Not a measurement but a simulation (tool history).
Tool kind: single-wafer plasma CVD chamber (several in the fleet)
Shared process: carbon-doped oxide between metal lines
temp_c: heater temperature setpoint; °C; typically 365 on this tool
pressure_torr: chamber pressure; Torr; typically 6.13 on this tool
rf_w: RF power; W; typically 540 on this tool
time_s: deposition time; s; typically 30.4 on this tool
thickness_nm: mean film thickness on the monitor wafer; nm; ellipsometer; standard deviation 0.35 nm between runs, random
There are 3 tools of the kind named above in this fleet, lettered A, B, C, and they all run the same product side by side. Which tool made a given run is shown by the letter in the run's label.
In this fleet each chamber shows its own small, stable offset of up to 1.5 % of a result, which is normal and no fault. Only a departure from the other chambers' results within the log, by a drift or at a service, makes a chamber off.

run   hour  temp_c  pressure_torr  rf_w  time_s  hours since the last thermocouple change  hours since the last RF generator calibration  hours since the last manometer calibration  read-back reference wafer on the same gauge, thickness_nm  thickness_nm
 1B    7.4     365           6.13   540    30.4                                    2074.2                                         1236.3                                       705.3                                                     141.05        163.06
 2C   16.9     365           6.13   540    30.4                                     947.6                                           80.5                                       859.4                                                     141.01        162.74
 3A     27     365           6.13   540    30.4                                     775.7                                            190                                      2117.2                                                        141        162.09
 4C   34.3     365           6.13   540    30.4                                       965                                           97.9                                       876.8                                                     141.02        162.64
 5A   48.5     365           6.13   540    30.4                                     797.2                                          211.5                                      2138.7                                                     140.99        161.96
 6B   59.1     365           6.13   540    30.4                                    2125.9                                           1288                                         757                                                     141.03        163.45
 7C   72.5     365           6.13   540    30.4                                    1003.2                                          136.1                                         915                                                     140.95        161.75
 8A   83.7     365           6.13   540    30.4                                     832.4                                          246.7                                      2173.9                                                     141.01        162.32
      91.6  -- chamber B: RF generator calibrated
 9B   96.8     365           6.13   540    30.4                                    2163.6                                            5.3                                       794.7                                                     141.03        162.76
10C  107.2     365           6.13   540    30.4                                    1037.9                                          170.8                                       949.7                                                     140.99        162.03
11B  119.7     365           6.13   540    30.4                                    2186.5                                           28.2                                       817.6                                                        141         162.6
     123.5  -- chamber C: thermocouple changed; heater temperature recalibrated
12A  133.7     365           6.13   540    30.4                                     882.4                                          296.7                                      2223.9                                                        141        162.31
13C  143.7     365           6.13   540    30.4                                      20.3                                          207.3                                       986.2                                                     140.93        162.15
14B  154.7     365           6.13   540    30.4                                    2221.5                                           63.2                                       852.6                                                     140.95        162.63
15A  162.6     365           6.13   540    30.4                                     911.3                                          325.6                                      2252.8                                                     140.96        161.74
16A  168.8     365           6.13   540    30.4                                     917.5                                          331.8                                        2259                                                     141.07        162.31
17C  181.5     365           6.13   540    30.4                                      58.1                                          245.1                                        1024                                                     141.03        162.26
18B  189.9     365           6.13   540    30.4                                    2256.7                                           98.4                                       887.8                                                     140.97        162.58
19C  198.9     375           6.13   540    30.4                                      75.5                                          262.5                                      1041.4                                                     141.01        158.52
20A  212.2     375           6.13   540    30.4                                     960.9                                          375.2                                      2302.4                                                     141.04        158.49
21B  219.7     375           6.13   540    30.4                                    2286.5                                          128.2                                       917.6                                                     140.97        159.21
22C  230.7     358           6.13   540    27.2                                     107.3                                          294.3                                      1073.2                                                     140.97        147.87
23B  241.4     358           6.13   540    27.2                                    2308.2                                          149.9                                       939.3                                                     141.05        148.82
24A  255.1     358           6.13   540    27.2                                    1003.8                                          418.1                                      2345.3                                                     141.05        148.19
25C  263.5     365           6.13   540    30.4                                     140.1                                          327.1                                        1106                                                     140.89        162.42
26A  276.7     365           6.13   540    26.2                                    1025.4                                          439.7                                      2366.9                                                     141.03        140.29
27B  286.8     365           6.13   540    26.2                                    2353.6                                          195.3                                       984.7                                                        141        140.76
     289.4  -- chamber A: thermocouple changed; heater temperature recalibrated
28A  297.7     365           6.13   540    26.2                                       8.3                                          460.7                                      2387.9                                                      140.9        140.03
29C  304.5     365           6.13   540    30.4                                     181.1                                          368.1                                        1147                                                     141.03        162.05
30B  315.9     365           6.13   540    30.4                                    2382.7                                          224.4                                      1013.8                                                     141.02        162.12

Each of the 3 chambers runs these same settings next. Fill in every chamber's results:
31A   326     365           6.13   585    30.4                                                                                                                                                                                                             ?
31B   326     365           6.13   585    30.4                                                                                                                                                                                                             ?
31C   326     365           6.13   585    30.4                                                                                                                                                                                                             ?

run  thickness_nm
31A        170.28
31B        170.79
31C        170.23
